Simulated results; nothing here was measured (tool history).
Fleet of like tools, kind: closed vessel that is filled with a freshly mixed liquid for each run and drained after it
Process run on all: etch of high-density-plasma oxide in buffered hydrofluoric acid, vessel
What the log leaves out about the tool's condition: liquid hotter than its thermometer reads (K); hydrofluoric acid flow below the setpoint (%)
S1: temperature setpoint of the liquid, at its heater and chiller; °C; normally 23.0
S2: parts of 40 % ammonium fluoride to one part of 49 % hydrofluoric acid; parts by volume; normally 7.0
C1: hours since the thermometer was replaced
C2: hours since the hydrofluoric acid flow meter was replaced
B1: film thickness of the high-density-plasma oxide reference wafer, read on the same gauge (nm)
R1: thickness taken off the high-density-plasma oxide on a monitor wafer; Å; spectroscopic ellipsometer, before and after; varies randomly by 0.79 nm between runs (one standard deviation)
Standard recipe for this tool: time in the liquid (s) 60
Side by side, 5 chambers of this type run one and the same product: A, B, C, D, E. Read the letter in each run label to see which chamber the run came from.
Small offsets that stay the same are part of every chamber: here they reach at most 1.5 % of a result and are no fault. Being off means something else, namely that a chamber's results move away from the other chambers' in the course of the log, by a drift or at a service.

{"run": "1D", "hour": 9.4, "S1": 23.0, "S2": 7.0, "time in the liquid (s)": 60, "C1": 1357.6, "C2": 2220.5, "B1": 130.01, "R1": 1002.5}
{"run": "2C", "hour": 18.4, "S1": 23.0, "S2": 7.0, "time in the liquid (s)": 60, "C1": 71.3, "C2": 565.4, "B1": 129.98, "R1": 1008.0}
{"hour": 21.1, "done": "chamber D: hydrofluoric acid flow meter replaced"}
{"run": "3E", "hour": 25.3, "S1": 23.0, "S2": 7.0, "time in the liquid (s)": 60, "C1": 125.1, "C2": 224.5, "B1": 130.01, "R1": 979.75}
{"run": "4B", "hour": 33.8, "S1": 23.0, "S2": 7.0, "time in the liquid (s)": 60, "C1": 51.1, "C2": 111.5, "B1": 130.0, "R1": 984.66}
{"run": "5A", "hour": 42.8, "S1": 23.0, "S2": 7.0, "time in the liquid (s)": 60, "C1": 335.1, "C2": 267.1, "B1": 130.02, "R1": 988.23}
{"run": "6B", "hour": 47.3, "S1": 25.5, "S2": 7.0, "time in the liquid (s)": 85, "C1": 64.6, "C2": 125.0, "B1": 130.02, "R1": 1589.9}
{"run": "7E", "hour": 55.8, "S1": 25.5, "S2": 7.0, "time in the liquid (s)": 85, "C1": 155.6, "C2": 255.0, "B1": 130.01, "R1": 1588.0}
{"run": "8A", "hour": 64.4, "S1": 25.5, "S2": 7.0, "time in the liquid (s)": 85, "C1": 356.7, "C2": 288.7, "B1": 129.98, "R1": 1599.3}
{"run": "9C", "hour": 70.1, "S1": 25.5, "S2": 7.0, "time in the liquid (s)": 85, "C1": 123.0, "C2": 617.1, "B1": 130.0, "R1": 1600.9}
{"run": "10D", "hour": 78.5, "S1": 25.5, "S2": 7.0, "time in the liquid (s)": 85, "C1": 1426.7, "C2": 57.5, "B1": 129.99, "R1": 1635.8}
{"run": "11B", "hour": 83.9, "S1": 23.0, "S2": 7.0, "time in the liquid (s)": 60, "C1": 101.2, "C2": 161.6, "B1": 129.96, "R1": 986.74}
{"run": "12C", "hour": 88.0, "S1": 23.0, "S2": 7.0, "time in the liquid (s)": 60, "C1": 140.9, "C2": 635.0, "B1": 130.02, "R1": 1005.0}
{"run": "13E", "hour": 96.4, "S1": 23.0, "S2": 7.0, "time in the liquid (s)": 60, "C1": 196.2, "C2": 295.6, "B1": 129.99, "R1": 966.36}
{"run": "14D", "hour": 104.3, "S1": 23.0, "S2": 7.0, "time in the liquid (s)": 60, "C1": 1452.5, "C2": 83.3, "B1": 129.99, "R1": 1020.9}
{"run": "15A", "hour": 111.7, "S1": 23.0, "S2": 9.0, "time in the liquid (s)": 60, "C1": 404.0, "C2": 336.0, "B1": 130.01, "R1": 756.57}
{"run": "16C", "hour": 118.5, "S1": 23.0, "S2": 9.0, "time in the liquid (s)": 60, "C1": 171.4, "C2": 665.5, "B1": 130.01, "R1": 759.39}
{"run": "17B", "hour": 126.7, "S1": 23.0, "S2": 9.0, "time in the liquid (s)": 60, "C1": 144.0, "C2": 204.4, "B1": 130.01, "R1": 751.23}
{"run": "18E", "hour": 134.2, "S1": 23.0, "S2": 9.0, "time in the liquid (s)": 60, "C1": 234.0, "C2": 333.4, "B1": 130.01, "R1": 743.93}
{"run": "19A", "hour": 142.7, "S1": 23.0, "S2": 9.0, "time in the liquid (s)": 60, "C1": 435.0, "C2": 367.0, "B1": 130.0, "R1": 748.07}
{"run": "20D", "hour": 148.6, "S1": 18.0, "S2": 7.0, "time in the liquid (s)": 60, "C1": 1496.8, "C2": 127.6, "B1": 130.01, "R1": 756.21}
{"run": "21E", "hour": 156.7, "S1": 18.0, "S2": 7.0, "time in the liquid (s)": 60, "C1": 256.5, "C2": 355.9, "B1": 129.98, "R1": 727.68}
{"run": "22C", "hour": 165.3, "S1": 18.0, "S2": 7.0, "time in the liquid (s)": 60, "C1": 218.2, "C2": 712.3, "B1": 130.0, "R1": 752.59}
{"run": "23D", "hour": 171.2, "S1": 18.0, "S2": 7.0, "time in the liquid (s)": 60, "C1": 1519.4, "C2": 150.2, "B1": 130.0, "R1": 756.27}
{"run": "24A", "hour": 175.5, "S1": 18.0, "S2": 7.0, "time in the liquid (s)": 60, "C1": 467.8, "C2": 399.8, "B1": 130.01, "R1": 749.23}
{"run": "25B", "hour": 184.9, "S1": 23.0, "S2": 7.0, "time in the liquid (s)": 60, "C1": 202.2, "C2": 262.6, "B1": 130.0, "R1": 995.6}
{"run": "26E", "hour": 189.8, "S1": 23.0, "S2": 7.0, "time in the liquid (s)": 60, "C1": 289.6, "C2": 389.0, "B1": 130.02, "R1": 944.25}
{"run": "27C", "hour": 194.1, "S1": 23.0, "S2": 7.0, "time in the liquid (s)": 60, "C1": 247.0, "C2": 741.1, "B1": 130.0, "R1": 993.57}
{"run": "28A", "hour": 198.8, "S1": 23.0, "S2": 7.0, "time in the liquid (s)": 60, "C1": 491.1, "C2": 423.1, "B1": 129.99, "R1": 981.15}
{"run": "29D", "hour": 205.5, "S1": 23.0, "S2": 7.0, "time in the liquid (s)": 60, "C1": 1553.7, "C2": 184.5, "B1": 130.0, "R1": 1011.4}
{"run": "30B", "hour": 214.5, "S1": 23.0, "S2": 5.5, "time in the liquid (s)": 60, "C1": 231.8, "C2": 292.2, "B1": 129.99, "R1": 1225.7}
{"run": "31B", "hour": 222.4, "S1": 23.0, "S2": 5.5, "time in the liquid (s)": 60, "C1": 239.7, "C2": 300.1, "B1": 130.01, "R1": 1228.2}
{"run": "32D", "hour": 230.1, "S1": 23.0, "S2": 5.5, "time in the liquid (s)": 60, "C1": 1578.3, "C2": 209.1, "B1": 129.99, "R1": 1245.1}
{"run": "33C", "hour": 237.5, "S1": 23.0, "S2": 5.5, "time in the liquid (s)": 60, "C1": 290.4, "C2": 784.5, "B1": 130.02, "R1": 1216.0}
{"run": "34A", "hour": 244.6, "S1": 23.0, "S2": 5.5, "time in the liquid (s)": 60, "C1": 536.9, "C2": 468.9, "B1": 129.99, "R1": 1206.6}
{"run": "35E", "hour": 248.7, "S1": 23.0, "S2": 7.0, "time in the liquid (s)": 60, "C1": 348.5, "C2": 447.9, "B1": 130.0, "R1": 923.44}
{"run": "36B", "hour": 254.4, "S1": 23.0, "S2": 7.0, "time in the liquid (s)": 60, "C1": 271.7, "C2": 332.1, "B1": 129.99, "R1": 992.68}
{"run": "37A", "hour": 261.9, "S1": 23.0, "S2": 7.0, "time in the liquid (s)": 60, "C1": 554.2, "C2": 486.2, "B1": 130.03, "R1": 981.62}
{"run": "38C", "hour": 269.5, "S1": 23.0, "S2": 7.0, "time in the liquid (s)": 60, "C1": 322.4, "C2": 816.5, "B1": 130.01, "R1": 986.57}
{"run": "39E", "hour": 277.7, "S1": 23.0, "S2": 7.0, "time in the liquid (s)": 60, "C1": 377.5, "C2": 476.9, "B1": 130.0, "R1": 920.85}
{"run": "40D", "hour": 286.2, "S1": 23.0, "S2": 7.0, "time in the liquid (s)": 60, "C1": 1634.4, "C2": 265.2, "B1": 130.02, "R1": 1013.5}
{"run": "41B", "hour": 292.6, "S1": 23.0, "S2": 7.0, "time in the liquid (s)": 60, "C1": 309.9, "C2": 370.3, "B1": 129.99, "R1": 996.56}
{"run": "42C", "hour": 299.2, "S1": 23.0, "S2": 7.0, "time in the liquid (s)": 60, "C1": 352.1, "C2": 846.2, "B1": 130.0, "R1": 991.95}
{"run": "43D", "hour": 307.7, "S1": 23.0, "S2": 7.0, "time in the liquid (s)": 60, "C1": 1655.9, "C2": 286.7, "B1": 129.99, "R1": 994.3}

Next, every chamber runs the same settings. What will each give?
{"run": "44A", "hour": 314.5, "S1": 23.0, "S2": 5.5, "time in the liquid (s)": 60, "R1": "?"}
{"run": "44B", "hour": 314.5, "S1": 23.0, "S2": 5.5, "time in the liquid (s)": 60, "R1": "?"}
{"run": "44C", "hour": 314.5, "S1": 23.0, "S2": 5.5, "time in the liquid (s)": 60, "R1": "?"}
{"run": "44D", "hour": 314.5, "S1": 23.0, "S2": 5.5, "time in the liquid (s)": 60, "R1": "?"}
{"run": "44E", "hour": 314.5, "S1": 23.0, "S2": 5.5, "time in the liquid (s)": 60, "R1": "?"}

run=44A R1=1212.30
run=44B R1=1229.10
run=44C R1=1201.80
run=44D R1=1244.60
run=44E R1=1124.00

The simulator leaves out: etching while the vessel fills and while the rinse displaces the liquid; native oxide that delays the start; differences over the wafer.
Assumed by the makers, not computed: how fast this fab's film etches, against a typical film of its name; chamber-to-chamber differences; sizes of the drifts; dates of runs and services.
